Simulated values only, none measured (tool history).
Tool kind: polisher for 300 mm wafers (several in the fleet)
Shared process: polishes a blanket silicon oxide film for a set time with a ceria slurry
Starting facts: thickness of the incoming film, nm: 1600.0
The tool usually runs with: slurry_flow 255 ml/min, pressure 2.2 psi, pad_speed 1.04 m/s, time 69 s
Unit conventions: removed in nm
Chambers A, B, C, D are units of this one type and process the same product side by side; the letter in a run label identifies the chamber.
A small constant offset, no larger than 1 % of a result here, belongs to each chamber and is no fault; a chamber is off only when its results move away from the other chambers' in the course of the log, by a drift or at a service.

Run 1A, hour 8.6: usual settings. Result: removed 212.72 nm.
Run 2B, hour 13.1: usual settings. Result: removed 211.71 nm.
Run 3D, hour 18.5: usual settings. Result: removed 208.06 nm.
Run 4C, hour 23.7: usual settings. Result: removed 214.40 nm.
At hour 25.4: chamber A: worn pad replaced by a new one.
At hour 27.3: chamber A: head pressure recalibrated.
Run 5A, hour 32.2: usual settings. Result: removed 209.86 nm.
Run 6C, hour 37.9: usual settings. Result: removed 210.93 nm.
At hour 43.4: chamber D: worn pad replaced by a new one.
Run 7D, hour 44.2: usual settings but pressure 2.6 psi. Result: removed 248.02 nm.
Run 8B, hour 50.4: usual settings but pressure 2.6 psi. Result: removed 250.58 nm.
Run 9C, hour 55.3: usual settings but pressure 2.6 psi. Result: removed 252.14 nm.
Run 10D, hour 59.6: usual settings but pressure 2.6 psi. Result: removed 249.09 nm.
At hour 64.0: chamber C: slurry nozzle cleaned.
Run 11B, hour 64.7: usual settings. Result: removed 204.62 nm.
At hour 69.8: chamber C: worn pad replaced by a new one.
Run 12A, hour 71.1: usual settings but pad_speed 1.38 m/s. Result: removed 278.20 nm.
Run 13C, hour 76.3: usual settings but pad_speed 1.38 m/s. Result: removed 279.74 nm.
Run 14A, hour 83.5: usual settings but pad_speed 1.38 m/s. Result: removed 279.72 nm.
Run 15D, hour 92.3: usual settings but pad_speed 1.38 m/s. Result: removed 278.14 nm.
Run 16B, hour 102.1: usual settings. Result: removed 203.24 nm.
Run 17B, hour 110.6: usual settings. Result: removed 205.05 nm.
At hour 111.0: chamber D: slurry nozzle cleaned.
Run 18C, hour 116.3: usual settings. Result: removed 213.02 nm.
At hour 122.9: chamber D: worn pad replaced by a new one.
Run 19A, hour 122.9: usual settings. Result: removed 210.78 nm.
At hour 125.0: chamber C: worn pad replaced by a new one.
Run 20D, hour 132.5: usual settings. Result: removed 210.59 nm.
Run 21C, hour 136.8: usual settings. Result: removed 213.78 nm.
Run 22D, hour 141.4: usual settings. Result: removed 211.13 nm.
Run 23A, hour 147.0: usual settings. Result: removed 215.76 nm.
Run 24B, hour 154.7: usual settings. Result: removed 197.73 nm.
Run 25C, hour 163.7: usual settings but slurry_flow 335 ml/min, pad_speed 0.82 m/s. Result: removed 173.08 nm.
Run 26A, hour 171.0: usual settings but slurry_flow 335 ml/min, pad_speed 0.82 m/s. Result: removed 172.00 nm.
Run 27B, hour 180.7: usual settings but slurry_flow 335 ml/min, pad_speed 0.82 m/s. Result: removed 157.51 nm.
Run 28D, hour 188.0: usual settings but slurry_flow 335 ml/min, pad_speed 0.82 m/s. Result: removed 165.65 nm.
At hour 188.4: chamber D: worn pad replaced by a new one.
Run 29D, hour 195.6: usual settings but pressure 1.8 psi. Result: removed 173.13 nm.

One chamber off, gauge drift, or nothing amiss beyond the chambers' own small offsets? If it is a chamber, which one, and what is the likeliest cause?

Little by little, chamber B moves away from the other chambers.
Cause: removal rate lost through wear of the pad, % = 9.71.
The log may not separate it from: head's pressure below its setpoint, %.

Chamber B could run next with any of the 4 candidate recipes listed below; each alters the usual settings, and their results appear as question marks. Which one brings its results back in line with what the other chambers deliver on the usual settings?
In line means no further than this from the other chambers' mean on the usual settings: removed 7.80 nm
Run 30B-1, hour 202.8: usual settings but pressure 2.1 psi, pad_speed 1.00 m/s, time 67 s. Result: removed ?.
Run 30B-2, hour 202.8: usual settings but slurry_flow 260 ml/min, pressure 2.6 psi. Result: removed ?.
Run 30B-3, hour 202.8: usual settings but slurry_flow 250 ml/min, pad_speed 0.88 m/s. Result: removed ?.
Run 30B-4, hour 202.8: usual settings but time 76 s. Result: removed ?.

Other chambers, usual settings, mean: removed 211.76 nm
  run  removed
30B-1   168.85
30B-2   223.59
30B-3   160.08
30B-4   208.44
It is 30B-4 that realigns the chamber with its peers.
